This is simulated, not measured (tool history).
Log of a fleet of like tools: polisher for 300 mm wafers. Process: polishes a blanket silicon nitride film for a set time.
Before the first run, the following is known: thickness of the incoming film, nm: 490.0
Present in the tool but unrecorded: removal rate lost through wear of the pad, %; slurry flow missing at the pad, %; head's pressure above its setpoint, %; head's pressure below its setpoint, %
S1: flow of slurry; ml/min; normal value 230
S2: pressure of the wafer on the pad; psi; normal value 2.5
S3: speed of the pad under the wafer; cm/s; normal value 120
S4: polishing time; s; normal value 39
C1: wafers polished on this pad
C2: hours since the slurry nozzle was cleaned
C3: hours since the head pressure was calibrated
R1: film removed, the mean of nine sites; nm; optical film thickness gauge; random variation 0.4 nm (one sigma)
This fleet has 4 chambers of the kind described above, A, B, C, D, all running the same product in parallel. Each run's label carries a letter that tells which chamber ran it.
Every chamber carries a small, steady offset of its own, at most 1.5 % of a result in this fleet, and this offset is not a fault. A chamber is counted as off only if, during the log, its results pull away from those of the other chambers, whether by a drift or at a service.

{"day": 0.392, "done": "chamber D: worn pad replaced by a new one"}
{"run": "1B", "day": 0.404, "S1": 230, "S2": 2.5, "S3": 120, "S4": 39, "C1": 428, "C2": 394.1, "C3": 100.4, "R1": 45.197}
{"day": 0.562, "done": "chamber C: worn pad replaced by a new one"}
{"day": 0.696, "done": "chamber C: slurry nozzle cleaned"}
{"run": "2A", "day": 0.821, "S1": 230, "S2": 2.5, "S3": 120, "S4": 39, "C1": 715, "C2": 151.5, "C3": 980.7, "R1": 46.035}
{"day": 1.033, "done": "chamber A: worn pad replaced by a new one"}
{"run": "3C", "day": 1.204, "S1": 230, "S2": 2.5, "S3": 120, "S4": 39, "C1": 228, "C2": 12.2, "C3": 221.3, "R1": 45.533}
{"run": "4D", "day": 1.412, "S1": 230, "S2": 2.5, "S3": 120, "S4": 39, "C1": 363, "C2": 230.5, "C3": 45, "R1": 45.286}
{"run": "5B", "day": 1.825, "S1": 230, "S2": 2.5, "S3": 120, "S4": 39, "C1": 932, "C2": 428.2, "C3": 134.5, "R1": 44.605}
{"run": "6A", "day": 2.2, "S1": 230, "S2": 2.5, "S3": 120, "S4": 39, "C1": 414, "C2": 184.6, "C3": 1013.8, "R1": 45.421}
{"day": 2.521, "done": "chamber B: worn pad replaced by a new one"}
{"run": "7C", "day": 2.529, "S1": 230, "S2": 2.5, "S3": 120, "S4": 39, "C1": 698, "C2": 44, "C3": 253.1, "R1": 45.124}
{"run": "8D", "day": 2.888, "S1": 230, "S2": 2.5, "S3": 120, "S4": 39, "C1": 886, "C2": 265.9, "C3": 80.4, "R1": 43.971}
{"run": "9B", "day": 3.217, "S1": 230, "S2": 2.5, "S3": 120, "S4": 39, "C1": 247, "C2": 461.6, "C3": 167.9, "R1": 45.498}
{"day": 3.388, "done": "chamber C: worn pad replaced by a new one"}
{"run": "10A", "day": 3.538, "S1": 230, "S2": 3.1, "S3": 120, "S4": 39, "C1": 888, "C2": 216.7, "C3": 1045.9, "R1": 57.378}
{"run": "11C", "day": 3.758, "S1": 230, "S2": 3.1, "S3": 120, "S4": 39, "C1": 131, "C2": 73.5, "C3": 282.6, "R1": 56.191}
{"day": 3.871, "done": "chamber A: worn pad replaced by a new one"}
{"day": 3.975, "done": "chamber A: head pressure recalibrated"}
{"run": "12D", "day": 4.0, "S1": 230, "S2": 3.1, "S3": 120, "S4": 39, "C1": 1280, "C2": 292.6, "C3": 107.1, "R1": 55.444}
{"day": 4.05, "done": "chamber D: worn pad replaced by a new one"}
{"run": "13B", "day": 4.321, "S1": 230, "S2": 3.1, "S3": 120, "S4": 39, "C1": 638, "C2": 488.1, "C3": 194.4, "R1": 55.249}
{"run": "14D", "day": 4.575, "S1": 230, "S2": 2.5, "S3": 120, "S4": 39, "C1": 186, "C2": 306.4, "C3": 120.9, "R1": 45.469}
{"run": "15A", "day": 4.933, "S1": 230, "S2": 2.5, "S3": 120, "S4": 39, "C1": 377, "C2": 250.2, "C3": 23, "R1": 45.867}
{"run": "16C", "day": 5.242, "S1": 230, "S2": 2.9, "S3": 120, "S4": 30, "C1": 657, "C2": 109.1, "C3": 318.2, "R1": 41.602}
{"day": 5.483, "done": "chamber A: slurry nozzle cleaned"}
{"run": "17D", "day": 5.592, "S1": 230, "S2": 2.9, "S3": 120, "S4": 30, "C1": 547, "C2": 330.8, "C3": 145.3, "R1": 39.546}
{"day": 5.692, "done": "chamber B: worn pad replaced by a new one"}
{"run": "18A", "day": 5.783, "S1": 230, "S2": 2.9, "S3": 120, "S4": 30, "C1": 678, "C2": 7.3, "C3": 43.4, "R1": 40.425}
{"day": 5.862, "done": "chamber C: worn pad replaced by a new one"}
{"run": "19B", "day": 6.133, "S1": 230, "S2": 2.9, "S3": 120, "S4": 30, "C1": 156, "C2": 531.6, "C3": 237.9, "R1": 40.708}
{"day": 6.208, "done": "chamber A: worn pad replaced by a new one"}
{"run": "20C", "day": 6.371, "S1": 230, "S2": 2.5, "S3": 120, "S4": 39, "C1": 181, "C2": 136.2, "C3": 345.3, "R1": 46.859}
{"run": "21D", "day": 6.75, "S1": 230, "S2": 2.5, "S3": 146, "S4": 39, "C1": 957, "C2": 358.6, "C3": 173.1, "R1": 52.558}
{"run": "22A", "day": 7.1, "S1": 230, "S2": 2.5, "S3": 146, "S4": 39, "C1": 317, "C2": 38.9, "C3": 75, "R1": 53.525}
{"run": "23B", "day": 7.35, "S1": 230, "S2": 2.5, "S3": 146, "S4": 39, "C1": 588, "C2": 560.8, "C3": 267.1, "R1": 52.969}
{"run": "24C", "day": 7.604, "S1": 230, "S2": 2.5, "S3": 146, "S4": 39, "C1": 618, "C2": 165.8, "C3": 374.9, "R1": 54.986}
{"day": 7.792, "done": "chamber D: worn pad replaced by a new one"}
{"run": "25B", "day": 7.938, "S1": 230, "S2": 2.5, "S3": 120, "S4": 39, "C1": 796, "C2": 574.9, "C3": 281.2, "R1": 45.052}
{"day": 8.312, "done": "chamber C: worn pad replaced by a new one"}
{"run": "26C", "day": 8.35, "S1": 230, "S2": 2.5, "S3": 120, "S4": 39, "C1": 14, "C2": 183.7, "C3": 392.8, "R1": 47.479}
{"run": "27D", "day": 8.638, "S1": 230, "S2": 2.5, "S3": 120, "S4": 39, "C1": 300, "C2": 403.9, "C3": 218.4, "R1": 45.334}
{"day": 8.896, "done": "chamber B: worn pad replaced by a new one"}
{"day": 9.0, "done": "chamber A: worn pad replaced by a new one"}
{"run": "28A", "day": 9.012, "S1": 230, "S2": 2.5, "S3": 120, "S4": 39, "C1": 5, "C2": 84.8, "C3": 120.9, "R1": 45.357}
{"run": "29D", "day": 9.358, "S1": 230, "S2": 2.5, "S3": 132, "S4": 46, "C1": 555, "C2": 421.2, "C3": 235.7, "R1": 57.103}
{"run": "30C", "day": 9.662, "S1": 230, "S2": 2.5, "S3": 132, "S4": 46, "C1": 479, "C2": 215.2, "C3": 424.3, "R1": 61.78}
{"run": "31B", "day": 9.938, "S1": 230, "S2": 2.5, "S3": 132, "S4": 46, "C1": 369, "C2": 622.9, "C3": 329.2, "R1": 56.521}
{"run": "32A", "day": 10.167, "S1": 230, "S2": 2.5, "S3": 132, "S4": 46, "C1": 415, "C2": 112.5, "C3": 148.6, "R1": 57.444}
{"run": "33A", "day": 10.375, "S1": 230, "S2": 2.5, "S3": 120, "S4": 39, "C1": 488, "C2": 117.5, "C3": 153.6, "R1": 46.171}
{"day": 10.633, "done": "chamber C: worn pad replaced by a new one"}
{"run": "34D", "day": 10.717, "S1": 230, "S2": 2.5, "S3": 120, "S4": 39, "C1": 1037, "C2": 453.8, "C3": 268.3, "R1": 44.63}
{"day": 10.908, "done": "chamber D: worn pad replaced by a new one"}
{"run": "35C", "day": 11.075, "S1": 230, "S2": 2.5, "S3": 120, "S4": 39, "C1": 156, "C2": 249.1, "C3": 458.2, "R1": 49.38}
{"run": "36B", "day": 11.429, "S1": 230, "S2": 2.5, "S3": 120, "S4": 39, "C1": 898, "C2": 658.7, "C3": 365, "R1": 45.159}
{"run": "37B", "day": 11.754, "S1": 230, "S2": 2.5, "S3": 120, "S4": 39, "C1": 1013, "C2": 666.5, "C3": 372.8, "R1": 45.599}
{"day": 11.804, "done": "chamber A: worn pad replaced by a new one"}
{"run": "38C", "day": 12.088, "S1": 230, "S2": 2.5, "S3": 120, "S4": 39, "C1": 515, "C2": 273.4, "C3": 482.5, "R1": 49.731}
{"run": "39A", "day": 12.288, "S1": 230, "S2": 2.5, "S3": 120, "S4": 39, "C1": 171, "C2": 163.4, "C3": 199.5, "R1": 45.551}
{"run": "40D", "day": 12.558, "S1": 230, "S2": 2.5, "S3": 120, "S4": 39, "C1": 585, "C2": 498, "C3": 312.5, "R1": 44.794}

Has any chamber moved away from the others, gradually or after a service, or does the common gauge drift, or do the chambers differ only by their own small steady offsets? State the chamber and the most likely cause if one applies.

Little by little, chamber C moves away from the other chambers.
Likeliest cause: head's pressure above its setpoint, % = 8.42.

Which of the 4 candidates below, each the usual settings with something changed and its results left as question marks, puts chamber C back in line with what the other chambers give on the usual settings?
To be in line, a result may differ from the other chambers' mean on the usual settings by at most: R1 1.4 nm
{"run": "41C-1", "day": 12.854, "S1": 230, "S2": 2.9, "S3": 120, "S4": 39, "R1": "?"}
{"run": "41C-2", "day": 12.854, "S1": 230, "S2": 2.4, "S3": 116, "S4": 38, "R1": "?"}
{"run": "41C-3", "day": 12.854, "S1": 230, "S2": 2.6, "S3": 124, "S4": 40, "R1": "?"}
{"run": "41C-4", "day": 12.854, "S1": 230, "S2": 2.3, "S3": 112, "S4": 39, "R1": "?"}

The mean the other chambers reach with the usual settings: R1 45.104 nm
run=41C-1 R1=57.471
run=41C-2 R1=44.989
run=41C-3 R1=54.163
run=41C-4 R1=43.002
41C-2 is the one that brings the chamber's results back in line with the other chambers.
